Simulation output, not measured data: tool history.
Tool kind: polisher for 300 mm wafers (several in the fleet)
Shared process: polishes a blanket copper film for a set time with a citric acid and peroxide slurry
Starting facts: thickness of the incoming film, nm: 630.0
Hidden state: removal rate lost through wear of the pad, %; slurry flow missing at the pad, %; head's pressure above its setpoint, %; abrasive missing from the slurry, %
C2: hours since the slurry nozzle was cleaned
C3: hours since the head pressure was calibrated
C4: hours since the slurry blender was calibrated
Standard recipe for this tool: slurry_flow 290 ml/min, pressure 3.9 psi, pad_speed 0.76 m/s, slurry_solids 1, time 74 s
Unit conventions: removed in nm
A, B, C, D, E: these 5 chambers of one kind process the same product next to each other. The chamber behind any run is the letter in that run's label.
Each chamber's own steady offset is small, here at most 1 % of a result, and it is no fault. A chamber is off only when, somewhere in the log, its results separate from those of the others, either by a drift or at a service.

{"run": "1D", "hour": 7.6, "slurry_flow": 290, "pressure": 3.9, "pad_speed": 0.76, "slurry_solids": 1, "time": 74, "wafers polished on this pad": 191, "C2": 285.9, "C3": 784, "C4": 108.9, "removed": 145.37}
{"run": "2B", "hour": 14.6, "slurry_flow": 290, "pressure": 3.9, "pad_speed": 0.76, "slurry_solids": 1, "time": 74, "wafers polished on this pad": 357, "C2": 45.7, "C3": 151.3, "C4": 112.1, "removed": 142.54}
{"run": "3E", "hour": 21.6, "slurry_flow": 290, "pressure": 3.9, "pad_speed": 0.76, "slurry_solids": 1, "time": 74, "wafers polished on this pad": 555, "C2": 230.1, "C3": 759.3, "C4": 215.4, "removed": 141.87}
{"hour": 22.6, "done": "chamber A: slurry nozzle cleaned"}
{"run": "4A", "hour": 30.3, "slurry_flow": 290, "pressure": 3.9, "pad_speed": 0.76, "slurry_solids": 1, "time": 74, "wafers polished on this pad": 591, "C2": 7.8, "C3": 539.8, "C4": 219.4, "removed": 143.18}
{"hour": 32.4, "done": "chamber E: worn pad replaced by a new one"}
{"hour": 33.2, "done": "chamber A: worn pad replaced by a new one"}
{"hour": 34.9, "done": "chamber A: head pressure recalibrated"}
{"run": "5C", "hour": 37.5, "slurry_flow": 290, "pressure": 3.9, "pad_speed": 0.76, "slurry_solids": 1, "time": 74, "wafers polished on this pad": 741, "C2": 197.6, "C3": 371.2, "C4": 337.1, "removed": 141.53}
{"hour": 38.3, "done": "chamber D: slurry blender recalibrated"}
{"run": "6D", "hour": 43.9, "slurry_flow": 290, "pressure": 3.9, "pad_speed": 0.76, "slurry_solids": 1, "time": 74, "wafers polished on this pad": 639, "C2": 322.2, "C3": 820.3, "C4": 5.7, "removed": 143.95}
{"run": "7E", "hour": 51.9, "slurry_flow": 290, "pressure": 3.9, "pad_speed": 0.76, "slurry_solids": 1, "time": 74, "wafers polished on this pad": 241, "C2": 260.4, "C3": 789.6, "C4": 245.7, "removed": 144.22}
{"run": "8A", "hour": 56.6, "slurry_flow": 290, "pressure": 3.9, "pad_speed": 0.76, "slurry_solids": 1, "time": 74, "wafers polished on this pad": 288, "C2": 34.1, "C3": 21.7, "C4": 245.7, "removed": 139.98}
{"hour": 60.2, "done": "chamber B: slurry blender recalibrated"}
{"run": "9C", "hour": 65.0, "slurry_flow": 290, "pressure": 3.9, "pad_speed": 0.76, "slurry_solids": 1, "time": 74, "wafers polished on this pad": 1080, "C2": 225.1, "C3": 398.7, "C4": 364.6, "removed": 140.93}
{"hour": 70.1, "done": "chamber C: worn pad replaced by a new one"}
{"run": "10B", "hour": 70.5, "slurry_flow": 290, "pressure": 3.9, "pad_speed": 0.98, "slurry_solids": 1.25, "time": 74, "wafers polished on this pad": 1046, "C2": 101.6, "C3": 207.2, "C4": 10.3, "removed": 191.25}
{"hour": 72.4, "done": "chamber D: worn pad replaced by a new one"}
{"run": "11B", "hour": 79.3, "slurry_flow": 290, "pressure": 3.9, "pad_speed": 0.98, "slurry_solids": 1.25, "time": 74, "wafers polished on this pad": 1154, "C2": 110.4, "C3": 216, "C4": 19.1, "removed": 190.17}
{"hour": 86.9, "done": "chamber A: worn pad replaced by a new one"}
{"run": "12D", "hour": 87.3, "slurry_flow": 290, "pressure": 3.9, "pad_speed": 0.98, "slurry_solids": 1.25, "time": 74, "wafers polished on this pad": 183, "C2": 365.6, "C3": 863.7, "C4": 49.1, "removed": 192.28}
{"hour": 89.4, "done": "chamber E: worn pad replaced by a new one"}
{"hour": 92.7, "done": "chamber C: slurry nozzle cleaned"}
{"run": "13C", "hour": 93.8, "slurry_flow": 290, "pressure": 3.9, "pad_speed": 0.98, "slurry_solids": 1.25, "time": 74, "wafers polished on this pad": 292, "C2": 1.1, "C3": 427.5, "C4": 393.4, "removed": 193.71}
{"hour": 96.1, "done": "chamber D: head pressure recalibrated"}
{"hour": 100.0, "done": "chamber C: slurry blender recalibrated"}
{"hour": 102.6, "done": "chamber B: worn pad replaced by a new one"}
{"run": "14E", "hour": 102.7, "slurry_flow": 290, "pressure": 3.9, "pad_speed": 0.98, "slurry_solids": 1.25, "time": 74, "wafers polished on this pad": 164, "C2": 311.2, "C3": 840.4, "C4": 296.5, "removed": 194.02}
{"run": "15A", "hour": 109.0, "slurry_flow": 290, "pressure": 3.9, "pad_speed": 0.76, "slurry_solids": 1, "time": 74, "wafers polished on this pad": 272, "C2": 86.5, "C3": 74.1, "C4": 298.1, "removed": 141.4}
{"run": "16C", "hour": 114.8, "slurry_flow": 290, "pressure": 3.9, "pad_speed": 0.76, "slurry_solids": 1, "time": 74, "wafers polished on this pad": 551, "C2": 22.1, "C3": 448.5, "C4": 14.8, "removed": 146.7}
{"run": "17B", "hour": 119.9, "slurry_flow": 215, "pressure": 3.2, "pad_speed": 0.76, "slurry_solids": 1, "time": 74, "wafers polished on this pad": 214, "C2": 151, "C3": 256.6, "C4": 59.7, "removed": 113.89}
{"run": "18A", "hour": 126.3, "slurry_flow": 215, "pressure": 3.2, "pad_speed": 0.76, "slurry_solids": 1, "time": 74, "wafers polished on this pad": 485, "C2": 103.8, "C3": 91.4, "C4": 315.4, "removed": 113.64}
{"run": "19D", "hour": 131.9, "slurry_flow": 215, "pressure": 3.2, "pad_speed": 0.76, "slurry_solids": 1, "time": 74, "wafers polished on this pad": 733, "C2": 410.2, "C3": 35.9, "C4": 93.7, "removed": 114.31}
{"run": "20E", "hour": 137.6, "slurry_flow": 215, "pressure": 3.2, "pad_speed": 0.76, "slurry_solids": 1, "time": 74, "wafers polished on this pad": 594, "C2": 346.1, "C3": 875.3, "C4": 331.4, "removed": 112.9}
{"hour": 139.5, "done": "chamber D: worn pad replaced by a new one"}
{"hour": 140.2, "done": "chamber A: worn pad replaced by a new one"}
{"run": "21B", "hour": 142.7, "slurry_flow": 215, "pressure": 3.2, "pad_speed": 0.76, "slurry_solids": 1, "time": 74, "wafers polished on this pad": 495, "C2": 173.8, "C3": 279.4, "C4": 82.5, "removed": 112.58}
{"hour": 144.3, "done": "chamber E: worn pad replaced by a new one"}
{"run": "22E", "hour": 146.9, "slurry_flow": 290, "pressure": 5.1, "pad_speed": 0.76, "slurry_solids": 1, "time": 74, "wafers polished on this pad": 32, "C2": 355.4, "C3": 884.6, "C4": 340.7, "removed": 185.73}
{"run": "23D", "hour": 155.6, "slurry_flow": 290, "pressure": 5.1, "pad_speed": 0.76, "slurry_solids": 1, "time": 74, "wafers polished on this pad": 198, "C2": 433.9, "C3": 59.6, "C4": 117.4, "removed": 188.74}
{"hour": 163.3, "done": "chamber C: worn pad replaced by a new one"}
{"run": "24C", "hour": 164.4, "slurry_flow": 290, "pressure": 5.1, "pad_speed": 0.76, "slurry_solids": 1, "time": 74, "wafers polished on this pad": 14, "C2": 71.7, "C3": 498.1, "C4": 64.4, "removed": 191.52}
{"run": "25A", "hour": 169.2, "slurry_flow": 290, "pressure": 5.1, "pad_speed": 0.76, "slurry_solids": 1, "time": 74, "wafers polished on this pad": 357, "C2": 146.7, "C3": 134.3, "C4": 358.3, "removed": 185.9}
{"hour": 172.8, "done": "chamber D: slurry blender recalibrated"}
{"hour": 173.4, "done": "chamber A: slurry blender recalibrated"}
{"run": "26C", "hour": 176.2, "slurry_flow": 290, "pressure": 5.1, "pad_speed": 0.76, "slurry_solids": 1, "time": 74, "wafers polished on this pad": 159, "C2": 83.5, "C3": 509.9, "C4": 76.2, "removed": 193.69}
{"run": "27E", "hour": 184.8, "slurry_flow": 290, "pressure": 3.9, "pad_speed": 0.76, "slurry_solids": 1, "time": 74, "wafers polished on this pad": 499, "C2": 393.3, "C3": 922.5, "C4": 378.6, "removed": 142.04}
{"hour": 188.0, "done": "chamber E: slurry nozzle cleaned"}
{"run": "28A", "hour": 190.7, "slurry_flow": 290, "pressure": 3.9, "pad_speed": 0.76, "slurry_solids": 1, "time": 74, "wafers polished on this pad": 622, "C2": 168.2, "C3": 155.8, "C4": 17.3, "removed": 144.4}
{"hour": 191.8, "done": "chamber A: worn pad replaced by a new one"}
{"hour": 192.1, "done": "chamber B: slurry blender recalibrated"}
{"run": "29B", "hour": 198.3, "slurry_flow": 290, "pressure": 3.9, "pad_speed": 0.76, "slurry_solids": 1, "time": 74, "wafers polished on this pad": 1180, "C2": 229.4, "C3": 335, "C4": 6.2, "removed": 141.41}
{"hour": 203.5, "done": "chamber D: worn pad replaced by a new one"}
{"run": "30D", "hour": 205.4, "slurry_flow": 290, "pressure": 3.9, "pad_speed": 0.76, "slurry_solids": 1, "time": 74, "wafers polished on this pad": 24, "C2": 483.7, "C3": 109.4, "C4": 32.7, "removed": 144.79}
{"hour": 210.2, "done": "chamber B: worn pad replaced by a new one"}
{"hour": 210.3, "done": "chamber E: worn pad replaced by a new one"}
{"run": "31E", "hour": 210.5, "slurry_flow": 290, "pressure": 3.9, "pad_speed": 0.76, "slurry_solids": 1, "time": 74, "wafers polished on this pad": 3, "C2": 22.5, "C3": 948.2, "C4": 404.3, "removed": 142.38}
{"run": "32B", "hour": 216.3, "slurry_flow": 290, "pressure": 3.9, "pad_speed": 0.76, "slurry_solids": 1, "time": 74, "wafers polished on this pad": 75, "C2": 247.4, "C3": 353, "C4": 24.2, "removed": 140.06}
{"run": "33C", "hour": 224.4, "slurry_flow": 290, "pressure": 3.9, "pad_speed": 0.76, "slurry_solids": 1, "time": 74, "wafers polished on this pad": 753, "C2": 131.7, "C3": 558.1, "C4": 124.4, "removed": 152.49}
{"run": "34A", "hour": 231.7, "slurry_flow": 290, "pressure": 3.9, "pad_speed": 0.76, "slurry_solids": 1, "time": 74, "wafers polished on this pad": 492, "C2": 209.2, "C3": 196.8, "C4": 58.3, "removed": 142.04}
{"hour": 232.0, "done": "chamber B: head pressure recalibrated"}
{"hour": 236.0, "done": "chamber B: slurry nozzle cleaned"}
{"run": "35D", "hour": 239.2, "slurry_flow": 290, "pressure": 3.9, "pad_speed": 0.76, "slurry_solids": 1, "time": 74, "wafers polished on this pad": 441, "C2": 517.5, "C3": 143.2, "C4": 66.5, "removed": 145.43}
{"hour": 241.2, "done": "chamber A: worn pad replaced by a new one"}
{"run": "36C", "hour": 248.3, "slurry_flow": 290, "pressure": 3.9, "pad_speed": 0.58, "slurry_solids": 1.25, "time": 74, "wafers polished on this pad": 1048, "C2": 155.6, "C3": 582, "C4": 148.3, "removed": 123.7}
{"run": "37D", "hour": 256.3, "slurry_flow": 290, "pressure": 3.9, "pad_speed": 0.58, "slurry_solids": 1.25, "time": 74, "wafers polished on this pad": 651, "C2": 534.6, "C3": 160.3, "C4": 83.6, "removed": 116.92}
{"hour": 261.8, "done": "chamber E: worn pad replaced by a new one"}
{"run": "38B", "hour": 263.5, "slurry_flow": 290, "pressure": 3.9, "pad_speed": 0.58, "slurry_solids": 1.25, "time": 74, "wafers polished on this pad": 657, "C2": 27.5, "C3": 31.6, "C4": 71.4, "removed": 115.54}
{"run": "39E", "hour": 270.9, "slurry_flow": 290, "pressure": 3.9, "pad_speed": 0.58, "slurry_solids": 1.25, "time": 74, "wafers polished on this pad": 112, "C2": 82.9, "C3": 1008.6, "C4": 464.7, "removed": 115.1}
{"run": "40A", "hour": 276.4, "slurry_flow": 290, "pressure": 3.9, "pad_speed": 0.58, "slurry_solids": 1.25, "time": 74, "wafers polished on this pad": 434, "C2": 253.9, "C3": 241.5, "C4": 103, "removed": 114.89}

Predict what each chamber gives when all 5 of them run the settings below next.
{"run": "41A", "hour": 283.0, "slurry_flow": 290, "pressure": 5.1, "pad_speed": 0.76, "slurry_solids": 1, "time": 74, "removed": "?"}
{"run": "41B", "hour": 283.0, "slurry_flow": 290, "pressure": 5.1, "pad_speed": 0.76, "slurry_solids": 1, "time": 74, "removed": "?"}
{"run": "41C", "hour": 283.0, "slurry_flow": 290, "pressure": 5.1, "pad_speed": 0.76, "slurry_solids": 1, "time": 74, "removed": "?"}
{"run": "41D", "hour": 283.0, "slurry_flow": 290, "pressure": 5.1, "pad_speed": 0.76, "slurry_solids": 1, "time": 74, "removed": "?"}
{"run": "41E", "hour": 283.0, "slurry_flow": 290, "pressure": 5.1, "pad_speed": 0.76, "slurry_solids": 1, "time": 74, "removed": "?"}

run=41A removed=185.41
run=41B removed=187.11
run=41C removed=202.54
run=41D removed=188.24
run=41E removed=185.65

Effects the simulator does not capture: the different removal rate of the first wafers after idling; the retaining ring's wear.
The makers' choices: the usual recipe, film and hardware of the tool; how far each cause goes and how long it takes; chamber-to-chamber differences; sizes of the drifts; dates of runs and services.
